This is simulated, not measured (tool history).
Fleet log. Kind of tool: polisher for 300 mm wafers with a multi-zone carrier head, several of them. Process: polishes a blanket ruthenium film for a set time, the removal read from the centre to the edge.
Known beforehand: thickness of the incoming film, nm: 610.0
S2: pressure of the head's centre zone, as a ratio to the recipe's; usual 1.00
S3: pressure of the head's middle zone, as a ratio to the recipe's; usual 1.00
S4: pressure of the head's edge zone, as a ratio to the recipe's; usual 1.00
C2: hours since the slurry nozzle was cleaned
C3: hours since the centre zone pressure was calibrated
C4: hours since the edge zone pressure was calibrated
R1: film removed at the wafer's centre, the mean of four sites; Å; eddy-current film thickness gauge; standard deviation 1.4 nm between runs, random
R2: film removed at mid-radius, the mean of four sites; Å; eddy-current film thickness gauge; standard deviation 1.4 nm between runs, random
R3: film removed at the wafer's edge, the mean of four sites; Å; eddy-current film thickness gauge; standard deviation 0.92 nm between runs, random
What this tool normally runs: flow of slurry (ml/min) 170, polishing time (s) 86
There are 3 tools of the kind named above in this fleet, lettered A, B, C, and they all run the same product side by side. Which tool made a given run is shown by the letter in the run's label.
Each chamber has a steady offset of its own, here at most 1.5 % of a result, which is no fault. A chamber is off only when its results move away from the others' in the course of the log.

run 1B hour=4.2 | flow_of_slurry_(ml/min)=170 S2=1.00 S3=1.00 S4=1.00 polishing_time_(s)=86 | wafers_polished_on_this_pad=726 C2=833.4 C3=757.9 C4=655.9 | R1=1275.70 R2=1254.00 R3=1256.90
run 2C hour=9.1 | flow_of_slurry_(ml/min)=170 S2=1.00 S3=1.00 S4=1.00 polishing_time_(s)=86 | wafers_polished_on_this_pad=399 C2=156.5 C3=243.1 C4=580.5 | R1=1247.00 R2=1266.40 R3=1250.80
run 3A hour=14.6 | flow_of_slurry_(ml/min)=170 S2=1.00 S3=1.00 S4=1.00 polishing_time_(s)=86 | wafers_polished_on_this_pad=972 C2=88.6 C3=1038.5 C4=951.3 | R1=1271.60 R2=1269.90 R3=1239.40
run 4B hour=19.7 | flow_of_slurry_(ml/min)=170 S2=1.00 S3=1.00 S4=1.00 polishing_time_(s)=86 | wafers_polished_on_this_pad=906 C2=848.9 C3=773.4 C4=671.4 | R1=1261.10 R2=1283.00 R3=1261.10
run 5C hour=25.8 | flow_of_slurry_(ml/min)=170 S2=1.00 S3=1.00 S4=1.00 polishing_time_(s)=86 | wafers_polished_on_this_pad=593 C2=173.2 C3=259.8 C4=597.2 | R1=1282.80 R2=1240.40 R3=1255.50
-- hour=26.8 chamber B: slurry nozzle cleaned
run 6A hour=32.7 | flow_of_slurry_(ml/min)=170 S2=1.00 S3=1.00 S4=1.00 polishing_time_(s)=86 | wafers_polished_on_this_pad=1181 C2=106.7 C3=1056.6 C4=969.4 | R1=1285.00 R2=1237.20 R3=1274.40
run 7B hour=35.9 | flow_of_slurry_(ml/min)=170 S2=1.00 S3=1.00 S4=1.00 polishing_time_(s)=86 | wafers_polished_on_this_pad=1093 C2=9.2 C3=789.6 C4=687.6 | R1=1263.90 R2=1284.20 R3=1264.70
run 8A hour=40.2 | flow_of_slurry_(ml/min)=170 S2=1.00 S3=1.00 S4=1.00 polishing_time_(s)=86 | wafers_polished_on_this_pad=1268 C2=114.2 C3=1064.1 C4=976.9 | R1=1263.30 R2=1246.30 R3=1257.60
run 9C hour=45.7 | flow_of_slurry_(ml/min)=170 S2=1.00 S3=1.00 S4=1.00 polishing_time_(s)=86 | wafers_polished_on_this_pad=823 C2=193.1 C3=279.7 C4=617.1 | R1=1257.70 R2=1245.90 R3=1271.00
run 10C hour=52.0 | flow_of_slurry_(ml/min)=170 S2=1.00 S3=1.00 S4=1.00 polishing_time_(s)=86 | wafers_polished_on_this_pad=896 C2=199.4 C3=286.0 C4=623.4 | R1=1239.80 R2=1277.30 R3=1252.80
run 11B hour=57.7 | flow_of_slurry_(ml/min)=170 S2=1.00 S3=1.00 S4=1.00 polishing_time_(s)=86 | wafers_polished_on_this_pad=1346 C2=31.0 C3=811.4 C4=709.4 | R1=1289.80 R2=1260.30 R3=1272.80
run 12A hour=63.6 | flow_of_slurry_(ml/min)=170 S2=1.00 S3=1.00 S4=1.11 polishing_time_(s)=86 | wafers_polished_on_this_pad=1539 C2=137.6 C3=1087.5 C4=1000.3 | R1=1261.50 R2=1255.40 R3=1322.90
-- hour=68.1 chamber A: worn pad replaced by a new one
-- hour=69.4 chamber C: worn pad replaced by a new one
run 13A hour=70.4 | flow_of_slurry_(ml/min)=170 S2=1.00 S3=1.00 S4=1.11 polishing_time_(s)=86 | wafers_polished_on_this_pad=27 C2=144.4 C3=1094.3 C4=1007.1 | R1=1271.70 R2=1264.90 R3=1320.50
run 14B hour=75.9 | flow_of_slurry_(ml/min)=170 S2=1.00 S3=1.00 S4=1.11 polishing_time_(s)=86 | wafers_polished_on_this_pad=1557 C2=49.2 C3=829.6 C4=727.6 | R1=1261.60 R2=1250.10 R3=1318.50
run 15C hour=80.7 | flow_of_slurry_(ml/min)=170 S2=1.00 S3=1.00 S4=1.00 polishing_time_(s)=86 | wafers_polished_on_this_pad=130 C2=228.1 C3=314.7 C4=652.1 | R1=1276.00 R2=1255.10 R3=1261.50
run 16A hour=85.5 | flow_of_slurry_(ml/min)=170 S2=1.00 S3=1.00 S4=1.00 polishing_time_(s)=86 | wafers_polished_on_this_pad=202 C2=159.5 C3=1109.4 C4=1022.2 | R1=1274.90 R2=1264.90 R3=1264.00
run 17B hour=91.8 | flow_of_slurry_(ml/min)=170 S2=1.00 S3=1.00 S4=1.00 polishing_time_(s)=86 | wafers_polished_on_this_pad=1741 C2=65.1 C3=845.5 C4=743.5 | R1=1255.00 R2=1228.90 R3=1227.20
run 18C hour=96.4 | flow_of_slurry_(ml/min)=170 S2=1.00 S3=1.00 S4=1.00 polishing_time_(s)=86 | wafers_polished_on_this_pad=312 C2=243.8 C3=330.4 C4=667.8 | R1=1256.70 R2=1276.50 R3=1262.30
run 19A hour=103.0 | flow_of_slurry_(ml/min)=170 S2=1.00 S3=1.00 S4=1.00 polishing_time_(s)=86 | wafers_polished_on_this_pad=405 C2=177.0 C3=1126.9 C4=1039.7 | R1=1235.20 R2=1284.90 R3=1256.10
-- hour=108.0 chamber A: centre zone pressure recalibrated
run 20B hour=110.0 | flow_of_slurry_(ml/min)=170 S2=1.08 S3=1.00 S4=1.00 polishing_time_(s)=59 | wafers_polished_on_this_pad=1952 C2=83.3 C3=863.7 C4=761.7 | R1=903.24 R2=831.18 R3=847.71
run 21C hour=115.5 | flow_of_slurry_(ml/min)=170 S2=1.08 S3=1.00 S4=1.00 polishing_time_(s)=59 | wafers_polished_on_this_pad=534 C2=262.9 C3=349.5 C4=686.9 | R1=936.52 R2=841.64 R3=862.05
run 22B hour=119.4 | flow_of_slurry_(ml/min)=170 S2=1.08 S3=1.00 S4=1.00 polishing_time_(s)=59 | wafers_polished_on_this_pad=2061 C2=92.7 C3=873.1 C4=771.1 | R1=922.87 R2=834.38 R3=829.05
run 23C hour=126.1 | flow_of_slurry_(ml/min)=170 S2=1.00 S3=1.00 S4=1.00 polishing_time_(s)=86 | wafers_polished_on_this_pad=656 C2=273.5 C3=360.1 C4=697.5 | R1=1261.90 R2=1265.40 R3=1267.80
run 24A hour=131.1 | flow_of_slurry_(ml/min)=170 S2=1.00 S3=1.00 S4=1.00 polishing_time_(s)=86 | wafers_polished_on_this_pad=730 C2=205.1 C3=23.1 C4=1067.8 | R1=1263.70 R2=1271.10 R3=1229.80
run 25B hour=134.1 | flow_of_slurry_(ml/min)=170 S2=1.00 S3=1.00 S4=1.00 polishing_time_(s)=86 | wafers_polished_on_this_pad=2231 C2=107.4 C3=887.8 C4=785.8 | R1=1221.10 R2=1219.90 R3=1212.30
run 26C hour=139.9 | flow_of_slurry_(ml/min)=205 S2=1.00 S3=1.00 S4=1.00 polishing_time_(s)=114 | wafers_polished_on_this_pad=816 C2=287.3 C3=373.9 C4=711.3 | R1=1699.20 R2=1695.20 R3=1700.50
run 27A hour=145.8 | flow_of_slurry_(ml/min)=205 S2=1.00 S3=1.00 S4=1.00 polishing_time_(s)=114 | wafers_polished_on_this_pad=900 C2=219.8 C3=37.8 C4=1082.5 | R1=1710.50 R2=1685.30 R3=1695.00
run 28A hour=152.1 | flow_of_slurry_(ml/min)=205 S2=1.00 S3=1.00 S4=1.00 polishing_time_(s)=114 | wafers_polished_on_this_pad=973 C2=226.1 C3=44.1 C4=1088.8 | R1=1739.00 R2=1753.00 R3=1705.10
-- hour=156.4 chamber B: edge zone pressure recalibrated
run 29C hour=158.4 | flow_of_slurry_(ml/min)=170 S2=1.00 S3=1.00 S4=1.00 polishing_time_(s)=86 | wafers_polished_on_this_pad=1031 C2=305.8 C3=392.4 C4=729.8 | R1=1246.90 R2=1232.10 R3=1257.50
run 30B hour=161.9 | flow_of_slurry_(ml/min)=170 S2=1.00 S3=1.00 S4=1.00 polishing_time_(s)=86 | wafers_polished_on_this_pad=2553 C2=135.2 C3=915.6 C4=5.6 | R1=1209.10 R2=1222.60 R3=1190.60
-- hour=166.1 chamber C: worn pad replaced by a new one
run 31A hour=166.4 | flow_of_slurry_(ml/min)=170 S2=1.00 S3=1.00 S4=1.00 polishing_time_(s)=86 | wafers_polished_on_this_pad=1139 C2=240.4 C3=58.4 C4=1103.1 | R1=1249.20 R2=1245.90 R3=1243.60
run 32B hour=172.4 | flow_of_slurry_(ml/min)=170 S2=1.00 S3=0.95 S4=1.00 polishing_time_(s)=101 | wafers_polished_on_this_pad=2675 C2=145.7 C3=926.1 C4=16.1 | R1=1408.60 R2=1356.00 R3=1397.50
run 33C hour=176.9 | flow_of_slurry_(ml/min)=170 S2=1.00 S3=0.95 S4=1.00 polishing_time_(s)=101 | wafers_polished_on_this_pad=125 C2=324.3 C3=410.9 C4=748.3 | R1=1469.80 R2=1408.70 R3=1486.30
run 34C hour=183.2 | flow_of_slurry_(ml/min)=170 S2=1.00 S3=0.95 S4=1.00 polishing_time_(s)=101 | wafers_polished_on_this_pad=198 C2=330.6 C3=417.2 C4=754.6 | R1=1493.70 R2=1417.50 R3=1470.90
run 35A hour=188.1 | flow_of_slurry_(ml/min)=170 S2=1.00 S3=1.00 S4=1.00 polishing_time_(s)=86 | wafers_polished_on_this_pad=1391 C2=262.1 C3=80.1 C4=1124.8 | R1=1239.70 R2=1231.50 R3=1264.10
run 36B hour=192.2 | flow_of_slurry_(ml/min)=170 S2=1.10 S3=1.00 S4=0.89 polishing_time_(s)=86 | wafers_polished_on_this_pad=2904 C2=165.5 C3=945.9 C4=35.9 | R1=1319.40 R2=1157.80 R3=1123.80
run 37C hour=198.3 | flow_of_slurry_(ml/min)=170 S2=1.10 S3=1.00 S4=0.89 polishing_time_(s)=86 | wafers_polished_on_this_pad=373 C2=345.7 C3=432.3 C4=769.7 | R1=1419.10 R2=1221.10 R3=1185.30
run 38A hour=202.0 | flow_of_slurry_(ml/min)=170 S2=1.10 S3=1.00 S4=0.89 polishing_time_(s)=86 | wafers_polished_on_this_pad=1552 C2=276.0 C3=94.0 C4=1138.7 | R1=1401.80 R2=1254.40 R3=1185.40
run 39B hour=207.9 | flow_of_slurry_(ml/min)=170 S2=1.00 S3=1.00 S4=1.00 polishing_time_(s)=86 | wafers_polished_on_this_pad=3086 C2=181.2 C3=961.6 C4=51.6 | R1=1194.30 R2=1154.00 R3=1172.40
run 40C hour=211.6 | flow_of_slurry_(ml/min)=170 S2=1.00 S3=1.00 S4=1.00 polishing_time_(s)=86 | wafers_polished_on_this_pad=527 C2=359.0 C3=445.6 C4=783.0 | R1=1261.10 R2=1247.80 R3=1266.00

Predict what each chamber gives when all 3 of them run the settings below next.
run 41A hour=216.6 | flow_of_slurry_(ml/min)=170 S2=1.00 S3=1.00 S4=1.00 polishing_time_(s)=86 | R1=? R2=? R3=?
run 41B hour=216.6 | flow_of_slurry_(ml/min)=170 S2=1.00 S3=1.00 S4=1.00 polishing_time_(s)=86 | R1=? R2=? R3=?
run 41C hour=216.6 | flow_of_slurry_(ml/min)=170 S2=1.00 S3=1.00 S4=1.00 polishing_time_(s)=86 | R1=? R2=? R3=?

run=41A R1=1266.70 R2=1260.50 R3=1263.30
run=41B R1=1194.40 R2=1173.70 R3=1180.30
run=41C R1=1253.90 R2=1228.10 R3=1270.40

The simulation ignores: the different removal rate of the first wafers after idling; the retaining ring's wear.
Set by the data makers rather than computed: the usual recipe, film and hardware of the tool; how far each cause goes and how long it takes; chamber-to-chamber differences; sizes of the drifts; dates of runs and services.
